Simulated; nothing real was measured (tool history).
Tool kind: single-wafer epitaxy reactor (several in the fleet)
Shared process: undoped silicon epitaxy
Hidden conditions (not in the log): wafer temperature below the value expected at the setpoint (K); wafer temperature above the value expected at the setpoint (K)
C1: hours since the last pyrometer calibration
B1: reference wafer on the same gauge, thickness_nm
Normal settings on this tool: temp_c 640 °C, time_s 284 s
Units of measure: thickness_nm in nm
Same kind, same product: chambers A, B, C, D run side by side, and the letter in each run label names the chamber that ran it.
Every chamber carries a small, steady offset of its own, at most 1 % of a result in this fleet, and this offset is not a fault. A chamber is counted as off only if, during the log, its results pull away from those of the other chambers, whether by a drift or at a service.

Run 1A, hour 10.3: usual settings; C1 952.8; B1 38.484. Result: thickness_nm 38.312 nm.
Run 2D, hour 15.9: usual settings; C1 1491.5; B1 38.485. Result: thickness_nm 38.675 nm.
Run 3B, hour 22.2: usual settings; C1 1909; B1 38.49. Result: thickness_nm 37.707 nm.
Run 4C, hour 30.9: usual settings; C1 594; B1 38.503. Result: thickness_nm 38.566 nm.
Run 5A, hour 40.9: usual settings; C1 983.4; B1 38.492. Result: thickness_nm 38.089 nm.
Run 6D, hour 47: usual settings; C1 1522.6; B1 38.508. Result: thickness_nm 38.57 nm.
Run 7C, hour 54.8: usual settings; C1 617.9; B1 38.486. Result: thickness_nm 38.356 nm.
Run 8B, hour 60.8: usual settings; C1 1947.6; B1 38.519. Result: thickness_nm 37.736 nm.
Run 9D, hour 68.7: usual settings; C1 1544.3; B1 38.469. Result: thickness_nm 38.583 nm.
Run 10C, hour 75.5: usual settings; C1 638.6; B1 38.49. Result: thickness_nm 38.403 nm.
Run 11B, hour 84.3: usual settings; C1 1971.1; B1 38.498. Result: thickness_nm 37.943 nm.
Run 12A, hour 92: usual settings; C1 1034.5; B1 38.504. Result: thickness_nm 38.194 nm.
Run 13D, hour 102.8: usual settings; C1 1578.4; B1 38.49. Result: thickness_nm 38.523 nm.
At hour 106.1: chamber D: pyrometer calibrated.
Run 14B, hour 112.7: usual settings; C1 1999.5; B1 38.527. Result: thickness_nm 38.161 nm.
Run 15A, hour 117.7: usual settings; C1 1060.2; B1 38.52. Result: thickness_nm 38.113 nm.
Run 16C, hour 122.9: usual settings; C1 686; B1 38.529. Result: thickness_nm 38.485 nm.
Run 17D, hour 127.9: usual settings; C1 21.9; B1 38.484. Result: thickness_nm 36.665 nm.
Run 18A, hour 134.8: usual settings; C1 1077.3; B1 38.501. Result: thickness_nm 38.216 nm.
Run 19C, hour 142.3: usual settings but temp_c 630 °C, time_s 263 s; C1 705.4; B1 38.504. Result: thickness_nm 28.353 nm.
Run 20B, hour 149: usual settings but temp_c 630 °C, time_s 263 s; C1 2035.8; B1 38.472. Result: thickness_nm 28.203 nm.
Run 21C, hour 156.2: usual settings but temp_c 630 °C, time_s 263 s; C1 719.3; B1 38.54. Result: thickness_nm 28.394 nm.
Run 22A, hour 164.5: usual settings but temp_c 630 °C, time_s 263 s; C1 1107; B1 38.504. Result: thickness_nm 28.237 nm.
Run 23B, hour 170.3: usual settings; C1 2057.1; B1 38.489. Result: thickness_nm 37.89 nm.
Run 24D, hour 176.7: usual settings; C1 70.7; B1 38.509. Result: thickness_nm 36.305 nm.
Run 25B, hour 183.6: usual settings; C1 2070.4; B1 38.505. Result: thickness_nm 37.929 nm.
Run 26C, hour 191.8: usual settings; C1 754.9; B1 38.498. Result: thickness_nm 38.673 nm.
Run 27D, hour 198.8: usual settings; C1 92.8; B1 38.53. Result: thickness_nm 36.497 nm.
Run 28A, hour 209.4: usual settings; C1 1151.9; B1 38.477. Result: thickness_nm 38.103 nm.
Run 29C, hour 219.2: usual settings; C1 782.3; B1 38.512. Result: thickness_nm 38.161 nm.
Run 30D, hour 229.1: usual settings; C1 123.1; B1 38.509. Result: thickness_nm 36.517 nm.
Run 31A, hour 234.8: usual settings; C1 1177.3; B1 38.46. Result: thickness_nm 38.362 nm.
Run 32B, hour 243.7: usual settings but temp_c 631 °C; C1 2130.5; B1 38.492. Result: thickness_nm 31.262 nm.

Predict what each chamber gives when all 4 of them run the settings below next.
Run 33A, hour 251.7: usual settings. Result: thickness_nm ?.
Run 33B, hour 251.7: usual settings. Result: thickness_nm ?.
Run 33C, hour 251.7: usual settings. Result: thickness_nm ?.
Run 33D, hour 251.7: usual settings. Result: thickness_nm ?.

run  thickness_nm
33A        38.244
33B        38.165
33C        38.485
33D        36.707
